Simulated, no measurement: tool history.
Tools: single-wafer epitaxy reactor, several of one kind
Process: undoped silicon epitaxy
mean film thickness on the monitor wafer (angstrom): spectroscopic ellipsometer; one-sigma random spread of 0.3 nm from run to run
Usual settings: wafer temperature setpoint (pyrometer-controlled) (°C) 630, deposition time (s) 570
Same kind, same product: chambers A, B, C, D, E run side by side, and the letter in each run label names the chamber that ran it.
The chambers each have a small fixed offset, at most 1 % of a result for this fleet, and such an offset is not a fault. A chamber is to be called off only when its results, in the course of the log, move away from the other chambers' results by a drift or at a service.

run   hour  wafer temperature setpoint (pyrometer-controlled) (°C)  deposition time (s)  read-back reference wafer on the same gauge, thickness_nm  mean film thickness on the monitor wafer (angstrom)
 1D      5                                                     630                  570                                                     54.797                                               612.03
 2B   13.8                                                     630                  570                                                     54.825                                               612.74
 3A   20.6                                                     630                  570                                                       54.8                                                614.5
 4E     32                                                     630                  570                                                     54.815                                               609.43
 5C   37.2                                                     630                  570                                                     54.822                                                612.7
 6C   45.2                                                     630                  570                                                     54.817                                               611.54
 7A   54.9                                                     630                  570                                                      54.77                                               614.68
 8E   65.6                                                     630                  570                                                     54.751                                               609.08
 9B   74.4                                                     630                  570                                                     54.823                                               621.48
      81.6  -- chamber D: pyrometer calibrated
10D     84                                                     630                  570                                                     54.814                                               575.77
11E   94.2                                                     630                  570                                                     54.839                                               610.33
12C  101.4                                                     630                  570                                                     54.874                                                  616
13A  111.3                                                     630                  570                                                     54.758                                                614.3
14B    119                                                     617                  570                                                     54.751                                               458.86
15D  124.8                                                     617                  570                                                     54.835                                               429.05
16E  132.3                                                     617                  570                                                     54.812                                               452.42
17B  138.9                                                     617                  570                                                     54.805                                               458.68
18A  144.2                                                     617                  570                                                     54.809                                               455.25
19D  151.2                                                     630                  570                                                     54.769                                               570.02
20C    157                                                     630                  570                                                      54.82                                               617.54
21C  163.2                                                     630                  570                                                     54.809                                               606.55
22B    173                                                     630                  570                                                      54.82                                               618.18
23A  178.6                                                     630                  570                                                     54.781                                               608.96
24E  187.9                                                     630                  610                                                     54.775                                               660.72
25D  195.2                                                     630                  610                                                     54.721                                               612.25
26C  200.4                                                     630                  610                                                     54.762                                               649.02
27E  205.4                                                     630                  610                                                     54.732                                               662.02
28B  214.5                                                     630                  610                                                     54.785                                               664.64
29D  224.8                                                     630                  570                                                      54.73                                               576.69
30A  232.8                                                     617                  570                                                     54.805                                               456.15

All 5 chambers run these settings next. Forecast each chamber's results:
31A  241.1                                                     630                  570                                                                                                               ?
31B  241.1                                                     630                  570                                                                                                               ?
31C  241.1                                                     630                  570                                                                                                               ?
31D  241.1                                                     630                  570                                                                                                               ?
31E  241.1                                                     630                  570                                                                                                               ?

run  mean film thickness on the monitor wafer (angstrom)
31A                                               608.75
31B                                               618.23
31C                                               610.55
31D                                               573.03
31E                                               609.51
